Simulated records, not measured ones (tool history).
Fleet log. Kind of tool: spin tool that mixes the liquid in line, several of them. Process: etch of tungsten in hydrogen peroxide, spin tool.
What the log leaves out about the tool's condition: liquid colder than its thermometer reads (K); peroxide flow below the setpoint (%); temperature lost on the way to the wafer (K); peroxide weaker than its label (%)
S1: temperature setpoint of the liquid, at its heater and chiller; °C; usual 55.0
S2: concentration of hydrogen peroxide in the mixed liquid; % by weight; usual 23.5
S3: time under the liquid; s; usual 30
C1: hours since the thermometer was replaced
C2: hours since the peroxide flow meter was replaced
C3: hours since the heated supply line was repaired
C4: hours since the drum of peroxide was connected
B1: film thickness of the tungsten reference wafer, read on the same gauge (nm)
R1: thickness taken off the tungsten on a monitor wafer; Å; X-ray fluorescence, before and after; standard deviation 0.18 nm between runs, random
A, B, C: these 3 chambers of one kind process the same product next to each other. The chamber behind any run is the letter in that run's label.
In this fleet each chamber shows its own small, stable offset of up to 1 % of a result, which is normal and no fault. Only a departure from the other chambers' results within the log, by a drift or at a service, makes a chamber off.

run   hour    S1    S2  S3      C1      C2      C3     C4      B1       R1
 1A    6.4  55.0  23.5  30  2157.8  1280.4   353.6  456.2  50.014   547.26
 2C   12.9  55.0  23.5  30  1898.3   148.3  2526.9   25.2  49.961   550.44
 3B   17.6  55.0  23.5  30   941.9   453.4   354.7  348.1  50.010   552.48
 4C   22.2  55.0  23.5  30  1907.6   157.6  2536.2   34.5  50.040   550.70
 5B   27.2  55.0  23.5  30   951.5   463.0   364.3  357.7  49.961   548.20
 6A   33.1  55.0  23.5  30  2184.5  1307.1   380.3  482.9  49.978   547.19
 7B   38.1  55.0  23.5  30   962.4   473.9   375.2  368.6  49.996   549.77
 8A   43.9  55.0  26.5  30  2195.3  1317.9   391.1  493.7  50.023   579.81
 9C   48.2  55.0  26.5  30  1933.6   183.6  2562.2   60.5  50.011   588.08
10A   56.2  55.0  26.5  30  2207.6  1330.2   403.4  506.0  50.010   581.70
11B   60.6  63.0  23.5  45   984.9   496.4   397.7  391.1  50.000  1325.10
12C   68.1  63.0  23.5  45  1953.5   203.5  2582.1   80.4  50.002  1315.70
13A   73.9  63.0  23.5  45  2225.3  1347.9   421.1  523.7  49.983  1299.00
14B   82.6  55.0  23.5  30  1006.9   518.4   419.7  413.1  49.986   551.02
15C   86.8  55.0  23.5  30  1972.2   222.2  2600.8   99.1  50.015   550.99
16C   95.5  55.0  23.5  30  1980.9   230.9  2609.5  107.8  49.990   551.39
17B  102.0  55.0  23.5  30  1026.3   537.8   439.1  432.5  49.996   549.62
18A  106.5  50.5  23.5  20  2257.9  1380.5   453.7  556.3  49.992   278.06
19A  112.0  50.5  23.5  20  2263.4  1386.0   459.2  561.8  49.997   278.63
20B  121.0  50.5  23.5  20  1045.3   556.8   458.1  451.5  50.010   276.47
21C  125.9  55.0  23.5  30  2011.3   261.3  2639.9  138.2  50.037   552.57
22A  130.7  55.0  23.5  30  2282.1  1404.7   477.9  580.5  49.990   545.76
23C  136.3  55.0  23.5  30  2021.7   271.7  2650.3  148.6  49.980   552.21
24B  141.6  55.0  23.5  30  1065.9   577.4   478.7  472.1  50.008   543.37
25C  147.8  55.0  23.5  30  2033.2   283.2  2661.8  160.1  50.043   552.34
26A  154.2  55.0  23.5  30  2305.6  1428.2   501.4  604.0  50.031   546.66
27B  158.9  55.0  23.5  30  1083.2   594.7   496.0  489.4  50.014   541.51
28B  166.4  55.0  23.5  30  1090.7   602.2   503.5  496.9  49.984   542.33
29A  173.0  55.0  23.5  30  2324.4  1447.0   520.2  622.8  50.016   544.88
30C  178.5  55.0  23.5  30  2063.9   313.9  2692.5  190.8  49.980   550.68
31C  185.6  55.0  23.5  30  2071.0   321.0  2699.6  197.9  50.019   552.80
     191.0  -- chamber B: new drum of peroxide connected
32B  193.5  55.0  20.0  15  1117.8   629.3   530.6    2.5  49.998   247.87
33A  199.4  55.0  20.0  15  2350.8  1473.4   546.6  649.2  50.011   253.27
34C  205.6  55.0  20.0  15  2091.0   341.0  2719.6  217.9  49.992   252.62
35B  213.4  55.0  23.5  30  1137.7   649.2   550.5   22.4  50.015   537.70
36A  218.5  55.0  23.5  30  2369.9  1492.5   565.7  668.3  50.027   546.05
37C  227.0  55.0  23.5  30  2112.4   362.4  2741.0  239.3  49.975   551.08

Is one chamber off against the others, does the gauge drift, or is nothing wrong? If a chamber is off, say which, and what the likeliest cause is.

Little by little, chamber B moves away from the other chambers.
Likeliest cause: peroxide flow below the setpoint (%) = 6.34.
The log may not separate it from: liquid colder than its thermometer reads (K); temperature lost on the way to the wafer (K).

Here are 4 candidates for chamber B's next run, each the usual settings with a change, their results left as question marks. Which one brings its results back in line with what the others give on the usual settings?
Allowed miss from the other chambers' usual-settings mean, per result, to count as in line: R1 6.20 Å
38B-1  233.7  54.5  23.5  30                       ?
38B-2  233.7  55.0  24.0  30                       ?
38B-3  233.7  55.5  23.5  30                       ?
38B-4  233.7  55.0  23.0  30                       ?

Mean of the other chambers on the usual settings: R1 549.29 Å
  run      R1
38B-1  517.88
38B-2  539.07
38B-3  549.51
38B-4  527.84
Change 38B-3 lands the chamber within the allowed miss of the other chambers.
